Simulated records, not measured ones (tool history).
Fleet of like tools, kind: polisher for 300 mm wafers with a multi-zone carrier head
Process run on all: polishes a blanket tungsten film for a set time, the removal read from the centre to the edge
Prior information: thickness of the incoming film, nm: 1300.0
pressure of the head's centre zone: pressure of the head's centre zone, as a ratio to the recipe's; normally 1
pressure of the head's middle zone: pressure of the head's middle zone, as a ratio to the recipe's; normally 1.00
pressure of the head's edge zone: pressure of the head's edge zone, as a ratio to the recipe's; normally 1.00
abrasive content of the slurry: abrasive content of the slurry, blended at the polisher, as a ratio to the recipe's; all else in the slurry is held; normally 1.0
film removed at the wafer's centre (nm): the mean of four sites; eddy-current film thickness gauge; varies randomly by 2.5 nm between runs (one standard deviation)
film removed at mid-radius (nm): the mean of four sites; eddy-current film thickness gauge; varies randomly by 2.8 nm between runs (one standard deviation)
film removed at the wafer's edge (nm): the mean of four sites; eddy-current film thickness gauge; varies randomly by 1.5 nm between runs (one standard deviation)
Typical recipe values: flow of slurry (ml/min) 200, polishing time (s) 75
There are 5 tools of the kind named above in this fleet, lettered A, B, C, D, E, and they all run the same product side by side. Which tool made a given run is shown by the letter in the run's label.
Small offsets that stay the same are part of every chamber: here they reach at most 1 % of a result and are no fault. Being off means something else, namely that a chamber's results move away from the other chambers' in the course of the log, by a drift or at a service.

run   hour  flow of slurry (ml/min)  pressure of the head's centre zone  pressure of the head's middle zone  pressure of the head's edge zone  abrasive content of the slurry  polishing time (s)  film removed at the wafer's centre (nm)  film removed at mid-radius (nm)  film removed at the wafer's edge (nm)
 1E    9.9                      200                                   1                                1.00                              1.00                             1.0                  75                                   197.16                           195.56                                 196.47
      14.6  -- chamber A: worn pad replaced by a new one
 2C   20.3                      200                                   1                                1.00                              1.00                             1.0                  75                                   200.52                           198.18                                 198.19
      21.2  -- chamber D: worn pad replaced by a new one
 3D   32.1                      200                                   1                                1.00                              1.00                             1.0                  75                                   198.35                           198.50                                 196.46
 4B   40.1                      200                                   1                                1.00                              1.00                             1.0                  75                                   200.85                           196.83                                 199.55
 5A   54.4                      200                                   1                                1.00                              1.00                             1.0                  75                                   194.56                           201.77                                 196.87
      62.0  -- chamber D: slurry nozzle cleaned
 6A   68.5                      200                                   1                                1.00                              1.00                             1.0                  75                                   201.15                           196.14                                 200.25
      69.3  -- chamber E: worn pad replaced by a new one
 7C   81.3                      200                                   1                                1.00                              1.00                             1.0                  75                                   197.59                           198.50                                 198.69
 8B   88.8                      200                                   1                                1.00                              1.00                             1.0                  75                                   199.23                           199.06                                 195.82
 9D   98.7                      200                                   1                                1.00                              1.00                             1.0                  75                                   199.44                           197.84                                 197.20
10E  113.6                      200                                   1                                1.00                              1.00                             1.0                  75                                   200.60                           197.29                                 198.44
     118.8  -- chamber D: worn pad replaced by a new one
11B  120.3                      200                                   1                                0.91                              1.00                             0.8                  75                                   182.47                           174.71                                 186.47
12D  130.7                      200                                   1                                0.91                              1.00                             0.8                  75                                   186.46                           171.66                                 187.82
     134.1  -- chamber B: worn pad replaced by a new one
13E  137.2                      200                                   1                                0.91                              1.00                             0.8                  75                                   188.33                           169.85                                 190.84
14A  145.0                      200                                   1                                0.91                              1.00                             0.8                  75                                   187.71                           174.98                                 186.95
     149.0  -- chamber C: worn pad replaced by a new one
15C  154.2                      200                                   1                                0.91                              1.00                             0.8                  75                                   190.79                           172.51                                 187.21
     159.9  -- chamber A: slurry nozzle cleaned
16B  163.3                      200                                   1                                1.00                              1.00                             1.0                  75                                   197.96                           201.06                                 199.01
17D  174.3                      200                                   1                                1.00                              1.00                             1.0                  75                                   197.28                           200.65                                 196.24
     178.0  -- chamber E: slurry nozzle cleaned
     179.1  -- chamber E: worn pad replaced by a new one
     183.9  -- chamber A: worn pad replaced by a new one
18C  185.3                      200                                   1                                1.00                              1.00                             1.0                  75                                   196.00                           201.02                                 198.89
19E  193.2                      200                                   1                                1.00                              1.00                             1.0                  75                                   202.88                           199.29                                 197.59
20A  204.9                      200                                   1                                1.00                              1.00                             1.0                  75                                   202.72                           191.48                                 199.81
     208.6  -- chamber C: slurry nozzle cleaned
     213.2  -- chamber D: worn pad replaced by a new one
21D  215.2                      200                                   1                                1.00                              1.00                             1.0                  75                                   200.82                           196.56                                 196.93
22E  229.2                      200                                   1                                1.00                              1.00                             1.0                  75                                   200.28                           197.42                                 200.99
     235.2  -- chamber E: centre zone pressure recalibrated
23C  239.6                      200                                   1                                1.00                              1.00                             1.0                  75                                   197.86                           199.38                                 196.98
24B  249.7                      200                                   1                                1.00                              1.06                             1.1                  75                                   201.62                           202.69                                 208.10
25A  256.5                      200                                   1                                1.00                              1.06                             1.1                  75                                   200.10                           193.44                                 209.14
26C  266.8                      200                                   1                                1.00                              1.06                             1.1                  75                                   199.13                           202.36                                 208.19
     269.1  -- chamber E: worn pad replaced by a new one
27D  276.0                      200                                   1                                1.00                              1.06                             1.1                  75                                   203.52                           202.37                                 206.82
     278.2  -- chamber A: edge zone pressure recalibrated
28B  290.2                      200                                   1                                1.00                              1.06                             1.1                  75                                   204.67                           201.45                                 210.05
29E  300.3                      200                                   1                                1.00                              1.00                             1.0                  75                                   199.40                           194.47                                 198.75
     304.2  -- chamber C: edge zone pressure recalibrated
     308.0  -- chamber D: worn pad replaced by a new one
30A  313.9                      200                                   1                                1.00                              1.00                             1.0                  75                                   196.69                           199.65                                 200.55
31C  321.3                      200                                   1                                1.00                              0.95                             1.1                  75                                   197.89                           199.29                                 197.98
32B  331.0                      200                                   1                                1.00                              0.95                             1.1                  75                                   205.04                           202.45                                 198.75
     335.7  -- chamber A: worn pad replaced by a new one
     339.3  -- chamber B: worn pad replaced by a new one
33E  341.5                      200                                   1                                1.00                              0.95                             1.1                  75                                   201.69                           204.07                                 197.48
     342.6  -- chamber A: centre zone pressure recalibrated
34A  350.2                      200                                   1                                1.00                              0.95                             1.1                  75                                   202.09                           201.53                                 198.13
     359.3  -- chamber E: worn pad replaced by a new one
     361.1  -- chamber A: slurry nozzle cleaned
35D  361.1                      200                                   1                                1.00                              0.95                             1.1                  75                                   201.05                           199.89                                 198.48
     371.8  -- chamber C: worn pad replaced by a new one
36C  375.2                      200                                   1                                1.00                              1.00                             1.0                  75                                   194.30                           202.64                                 197.28
     380.2  -- chamber D: slurry nozzle cleaned
37E  382.2                      200                                   1                                1.00                              1.08                             1.0                  62                                   161.98                           167.14                                 170.62
38B  391.2                      200                                   1                                1.00                              1.08                             1.0                  62                                   164.36                           161.14                                 172.90
     392.9  -- chamber D: worn pad replaced by a new one
     398.1  -- chamber E: slurry nozzle cleaned
39D  403.3                      200                                   1                                1.00                              1.08                             1.0                  62                                   162.72                           165.69                                 169.30
40A  417.8                      200                                   1                                1.00                              1.08                             1.0                  62                                   159.86                           163.53                                 170.05
41C  430.0                      200                                   1                                1.00                              1.08                             1.0                  62                                   163.90                           164.89                                 169.43
     442.4  -- chamber B: edge zone pressure recalibrated
42E  444.0                      200                                   1                                1.00                              1.00                             1.0                  75                                   198.02                           201.99                                 198.29
43A  451.1                      200                                   1                                1.00                              1.00                             1.0                  75                                   199.78                           195.77                                 197.50
44B  461.1                      200                                   1                                1.00                              1.00                             1.0                  75                                   190.06                           192.48                                 202.88

All chambers now run identical settings, listed one chamber a line with results as question marks. What results will each chamber show?
45A  471.8                      200                                   1                                1.00                              1.00                             1.0                  75                                        ?                                ?                                      ?
45B  471.8                      200                                   1                                1.00                              1.00                             1.0                  75                                        ?                                ?                                      ?
45C  471.8                      200                                   1                                1.00                              1.00                             1.0                  75                                        ?                                ?                                      ?
45D  471.8                      200                                   1                                1.00                              1.00                             1.0                  75                                        ?                                ?                                      ?
45E  471.8                      200                                   1                                1.00                              1.00                             1.0                  75                                        ?                                ?                                      ?

run  film removed at the wafer's centre (nm)  film removed at mid-radius (nm)  film removed at the wafer's edge (nm)
45A                                   194.07                           195.25                                 201.39
45B                                   192.57                           201.16                                 197.11
45C                                   196.61                           195.10                                 198.06
45D                                   202.29                           199.12                                 196.25
45E                                   194.57                           200.95                                 196.50
